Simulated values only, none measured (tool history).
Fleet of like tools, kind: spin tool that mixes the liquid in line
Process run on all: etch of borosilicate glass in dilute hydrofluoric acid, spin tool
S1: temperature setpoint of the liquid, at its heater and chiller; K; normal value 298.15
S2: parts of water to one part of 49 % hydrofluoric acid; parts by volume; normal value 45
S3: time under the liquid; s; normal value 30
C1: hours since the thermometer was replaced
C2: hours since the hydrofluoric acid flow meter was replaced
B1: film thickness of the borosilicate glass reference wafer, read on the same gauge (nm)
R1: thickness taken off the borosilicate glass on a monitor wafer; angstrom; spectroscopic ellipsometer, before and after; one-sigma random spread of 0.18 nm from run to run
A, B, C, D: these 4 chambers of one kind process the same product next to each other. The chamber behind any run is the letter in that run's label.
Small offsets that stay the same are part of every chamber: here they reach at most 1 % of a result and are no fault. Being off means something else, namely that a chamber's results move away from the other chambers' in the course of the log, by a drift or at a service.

run	day	S1	S2	S3	C1	C2	B1	R1
1D	0.388	298.15	45	30	485.6	1760.6	30.036	353.85
2B	0.788	298.15	45	30	353.6	1481.9	30.038	351.94
3A	1.088	298.15	45	30	452.5	993.3	29.988	351.29
4C	1.404	298.15	45	30	1500.1	520.1	29.992	350.77
5A	1.638	298.15	45	30	465.7	1006.5	30.012	349.98
6B	1.883	298.15	45	30	379.9	1508.2	29.972	351.62
7D	2.179	298.15	45	30	528.6	1803.6	29.997	355.22
8C	2.438	298.15	45	30	1524.9	544.9	29.958	349.24
9B	2.862	298.15	45	30	403.4	1531.7	29.992	351.05
10D	3.146	298.15	45	30	551.8	1826.8	30.050	353.40
11A	3.508	298.15	45	30	510.6	1051.4	30.018	343.94
12C	3.700	298.15	45	30	1555.2	575.2	29.999	351.40
13C	3.971	298.15	45	30	1561.7	581.7	30.004	348.45
14B	4.371	298.15	45	30	439.6	1567.9	30.035	351.75
15D	4.729	298.15	45	30	589.8	1864.8	30.063	353.44
16A	5.142	298.15	45	30	549.8	1090.6	29.987	341.04
17A	5.417	298.15	45	30	556.4	1097.2	30.009	337.24
18C	5.696	298.15	45	40	1603.1	623.1	29.997	469.63
19B	6.129	298.15	45	40	481.8	1610.1	29.994	463.74
20D	6.358	298.15	45	40	628.9	1903.9	29.987	475.53
21B	6.750	298.15	45	40	496.7	1625.0	29.981	466.99
22A	6.958	298.15	45	30	593.4	1134.2	30.018	334.83
23C	7.308	298.15	45	30	1641.8	661.8	30.035	348.49
24D	7.654	298.15	45	30	660.0	1935.0	29.999	354.79
25B	8.000	298.15	45	30	526.7	1655.0	29.991	349.49
# day 8.075: chamber C: thermometer replaced
26C	8.296	298.15	45	30	5.3	685.5	30.003	346.30
27D	8.612	298.15	45	30	683.0	1958.0	30.045	352.00
28A	8.921	298.15	25	30	640.5	1181.3	29.982	608.30
29B	9.183	298.15	25	30	555.1	1683.4	30.041	640.38
30A	9.617	298.15	25	30	657.2	1198.0	29.980	601.68
31D	9.971	298.15	25	30	715.6	1990.6	29.977	656.33

Has any chamber moved away from the others, gradually or after a service, or does the common gauge drift, or do the chambers differ only by their own small steady offsets? State the chamber and the most likely cause if one applies.

Little by little, chamber A moves away from the other chambers.
Most likely cause: hydrofluoric acid flow below the setpoint (%) = 5.25.
It could be hard to tell apart here from: liquid colder than its thermometer reads (K).

Here are 4 candidates for chamber A's next run, each the usual settings with a change, their results left as question marks. Which one brings its results back in line with what the others give on the usual settings?
Maximum distance from the other chambers' mean on the usual settings for a result to count as in line: R1 6.50 angstrom
32A-1	10.283	297.65	50	30				?
32A-2	10.283	299.65	45	30				?
32A-3	10.283	301.65	45	30				?
32A-4	10.283	296.65	45	30				?

Mean of the other chambers on the usual settings: R1 351.67 angstrom
run	R1
32A-1	288.56
32A-2	349.78
32A-3	379.00
32A-4	309.38
32A-2 is the one that brings the chamber's results back in line with the other chambers.

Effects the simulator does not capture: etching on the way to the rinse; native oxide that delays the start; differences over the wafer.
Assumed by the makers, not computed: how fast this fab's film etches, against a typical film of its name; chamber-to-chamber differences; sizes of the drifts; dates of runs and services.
